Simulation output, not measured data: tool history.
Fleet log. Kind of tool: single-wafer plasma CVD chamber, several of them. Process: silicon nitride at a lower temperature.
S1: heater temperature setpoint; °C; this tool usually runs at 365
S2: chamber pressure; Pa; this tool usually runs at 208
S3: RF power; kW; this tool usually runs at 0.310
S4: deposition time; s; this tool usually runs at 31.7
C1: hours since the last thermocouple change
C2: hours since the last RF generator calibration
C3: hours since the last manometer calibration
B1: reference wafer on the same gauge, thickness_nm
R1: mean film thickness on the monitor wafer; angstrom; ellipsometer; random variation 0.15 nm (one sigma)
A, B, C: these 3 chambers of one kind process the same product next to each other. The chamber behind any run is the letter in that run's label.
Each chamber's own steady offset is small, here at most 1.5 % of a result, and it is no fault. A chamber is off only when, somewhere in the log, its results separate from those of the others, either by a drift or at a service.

run 1A hour=2.8 | S1=365 S2=208 S3=0.310 S4=31.7 | C1=2159.0 C2=20.5 C3=336.7 | B1=39.552 | R1=374.76
run 2C hour=7.0 | S1=365 S2=208 S3=0.310 S4=31.7 | C1=1685.0 C2=816.8 C3=1363.7 | B1=39.517 | R1=380.45
run 3B hour=10.3 | S1=365 S2=208 S3=0.310 S4=31.7 | C1=826.3 C2=1545.5 C3=2335.5 | B1=39.450 | R1=378.36
run 4B hour=13.8 | S1=365 S2=208 S3=0.310 S4=31.7 | C1=829.8 C2=1549.0 C3=2339.0 | B1=39.510 | R1=373.67
run 5C hour=17.1 | S1=365 S2=208 S3=0.310 S4=31.7 | C1=1695.1 C2=826.9 C3=1373.8 | B1=39.526 | R1=383.08
run 6A hour=20.1 | S1=365 S2=208 S3=0.310 S4=31.7 | C1=2176.3 C2=37.8 C3=354.0 | B1=39.504 | R1=375.42
run 7C hour=22.2 | S1=365 S2=208 S3=0.310 S4=31.7 | C1=1700.2 C2=832.0 C3=1378.9 | B1=39.484 | R1=383.12
run 8B hour=25.0 | S1=365 S2=208 S3=0.310 S4=31.7 | C1=841.0 C2=1560.2 C3=2350.2 | B1=39.500 | R1=376.63
run 9A hour=28.4 | S1=365 S2=208 S3=0.310 S4=31.7 | C1=2184.6 C2=46.1 C3=362.3 | B1=39.471 | R1=377.02
run 10B hour=32.6 | S1=365 S2=208 S3=0.310 S4=31.7 | C1=848.6 C2=1567.8 C3=2357.8 | B1=39.498 | R1=377.72
run 11C hour=34.7 | S1=365 S2=208 S3=0.310 S4=31.7 | C1=1712.7 C2=844.5 C3=1391.4 | B1=39.498 | R1=380.35
run 12A hour=36.9 | S1=365 S2=208 S3=0.310 S4=31.7 | C1=2193.1 C2=54.6 C3=370.8 | B1=39.488 | R1=376.07
run 13A hour=39.5 | S1=365 S2=208 S3=0.310 S4=31.7 | C1=2195.7 C2=57.2 C3=373.4 | B1=39.474 | R1=373.44
run 14B hour=41.5 | S1=365 S2=208 S3=0.310 S4=31.7 | C1=857.5 C2=1576.7 C3=2366.7 | B1=39.486 | R1=373.63
run 15C hour=43.6 | S1=365 S2=208 S3=0.310 S4=31.7 | C1=1721.6 C2=853.4 C3=1400.3 | B1=39.496 | R1=382.52
run 16C hour=46.4 | S1=365 S2=228 S3=0.310 S4=31.7 | C1=1724.4 C2=856.2 C3=1403.1 | B1=39.494 | R1=392.52
run 17A hour=50.7 | S1=365 S2=228 S3=0.310 S4=31.7 | C1=2206.9 C2=68.4 C3=384.6 | B1=39.469 | R1=386.46
run 18B hour=54.1 | S1=365 S2=228 S3=0.310 S4=31.7 | C1=870.1 C2=1589.3 C3=2379.3 | B1=39.520 | R1=389.76
run 19A hour=57.4 | S1=365 S2=208 S3=0.310 S4=31.7 | C1=2213.6 C2=75.1 C3=391.3 | B1=39.495 | R1=374.99
run 20C hour=60.8 | S1=365 S2=208 S3=0.310 S4=31.7 | C1=1738.8 C2=870.6 C3=1417.5 | B1=39.517 | R1=383.02
run 21B hour=63.6 | S1=365 S2=208 S3=0.310 S4=31.7 | C1=879.6 C2=1598.8 C3=2388.8 | B1=39.485 | R1=377.69
run 22A hour=66.8 | S1=365 S2=208 S3=0.310 S4=31.7 | C1=2223.0 C2=84.5 C3=400.7 | B1=39.506 | R1=376.95
run 23C hour=70.0 | S1=365 S2=208 S3=0.310 S4=31.7 | C1=1748.0 C2=879.8 C3=1426.7 | B1=39.513 | R1=380.10
run 24B hour=73.9 | S1=365 S2=208 S3=0.310 S4=31.7 | C1=889.9 C2=1609.1 C3=2399.1 | B1=39.460 | R1=375.56

Is one chamber off against the others, does the gauge drift, or is nothing wrong? If a chamber is off, say which, and what the likeliest cause is.

No chamber stands off beyond its own small offset, and the gauge holds steady.
